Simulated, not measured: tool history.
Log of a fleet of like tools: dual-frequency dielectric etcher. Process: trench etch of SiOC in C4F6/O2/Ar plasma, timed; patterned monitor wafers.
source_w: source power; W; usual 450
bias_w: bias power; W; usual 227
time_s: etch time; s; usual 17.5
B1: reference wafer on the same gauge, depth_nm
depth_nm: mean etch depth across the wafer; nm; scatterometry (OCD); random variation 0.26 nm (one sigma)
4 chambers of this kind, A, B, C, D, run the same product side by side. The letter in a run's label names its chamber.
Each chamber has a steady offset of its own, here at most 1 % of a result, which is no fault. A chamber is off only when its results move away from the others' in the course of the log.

run 1A hour=5.9 | source_w=450 bias_w=227 time_s=17.5 | B1=36.491 | depth_nm=41.062
run 2B hour=16.5 | source_w=450 bias_w=227 time_s=17.5 | B1=36.529 | depth_nm=40.640
run 3C hour=28.2 | source_w=450 bias_w=227 time_s=17.5 | B1=36.577 | depth_nm=40.806
run 4D hour=35.6 | source_w=450 bias_w=227 time_s=17.5 | B1=36.471 | depth_nm=41.123
run 5B hour=45.1 | source_w=450 bias_w=227 time_s=17.5 | B1=36.457 | depth_nm=41.212
run 6C hour=56.4 | source_w=450 bias_w=227 time_s=17.5 | B1=36.496 | depth_nm=40.600
run 7D hour=64.5 | source_w=450 bias_w=227 time_s=17.5 | B1=36.530 | depth_nm=41.203
run 8A hour=76.5 | source_w=450 bias_w=227 time_s=17.5 | B1=36.506 | depth_nm=40.569
run 9D hour=88.1 | source_w=450 bias_w=227 time_s=17.5 | B1=36.484 | depth_nm=41.058
run 10C hour=95.5 | source_w=450 bias_w=227 time_s=17.5 | B1=36.516 | depth_nm=40.553
run 11B hour=100.8 | source_w=450 bias_w=227 time_s=17.5 | B1=36.506 | depth_nm=40.627
run 12A hour=108.7 | source_w=450 bias_w=264 time_s=13.5 | B1=36.503 | depth_nm=33.168
run 13D hour=118.3 | source_w=450 bias_w=264 time_s=13.5 | B1=36.441 | depth_nm=33.467
run 14C hour=129.8 | source_w=450 bias_w=264 time_s=13.5 | B1=36.502 | depth_nm=33.217
run 15A hour=138.7 | source_w=450 bias_w=264 time_s=13.5 | B1=36.504 | depth_nm=33.330
run 16B hour=144.0 | source_w=450 bias_w=227 time_s=17.5 | B1=36.491 | depth_nm=41.257
-- hour=146.8 chamber C: wet clean of the chamber
run 17C hour=155.0 | source_w=450 bias_w=227 time_s=17.5 | B1=36.495 | depth_nm=40.811
run 18A hour=162.4 | source_w=450 bias_w=227 time_s=17.5 | B1=36.546 | depth_nm=41.270
run 19D hour=171.9 | source_w=450 bias_w=227 time_s=17.5 | B1=36.523 | depth_nm=40.816
run 20B hour=182.4 | source_w=450 bias_w=227 time_s=17.5 | B1=36.510 | depth_nm=40.936
-- hour=189.0 chamber C: bias power generator calibrated
run 21A hour=190.8 | source_w=450 bias_w=227 time_s=17.5 | B1=36.520 | depth_nm=41.139
run 22D hour=202.2 | source_w=420 bias_w=258 time_s=17.5 | B1=36.540 | depth_nm=41.635
run 23C hour=211.6 | source_w=420 bias_w=258 time_s=17.5 | B1=36.477 | depth_nm=41.084
run 24B hour=222.5 | source_w=420 bias_w=258 time_s=17.5 | B1=36.429 | depth_nm=41.577
run 25D hour=234.1 | source_w=420 bias_w=258 time_s=17.5 | B1=36.419 | depth_nm=42.153
run 26A hour=244.6 | source_w=480 bias_w=258 time_s=17.5 | B1=36.508 | depth_nm=43.806
run 27B hour=255.4 | source_w=480 bias_w=258 time_s=17.5 | B1=36.515 | depth_nm=43.996

Is one chamber off against the others, does the gauge drift, or is nothing wrong? If a chamber is off, say which, and what the likeliest cause is.

No chamber stands off beyond its own small offset, and the gauge holds steady.
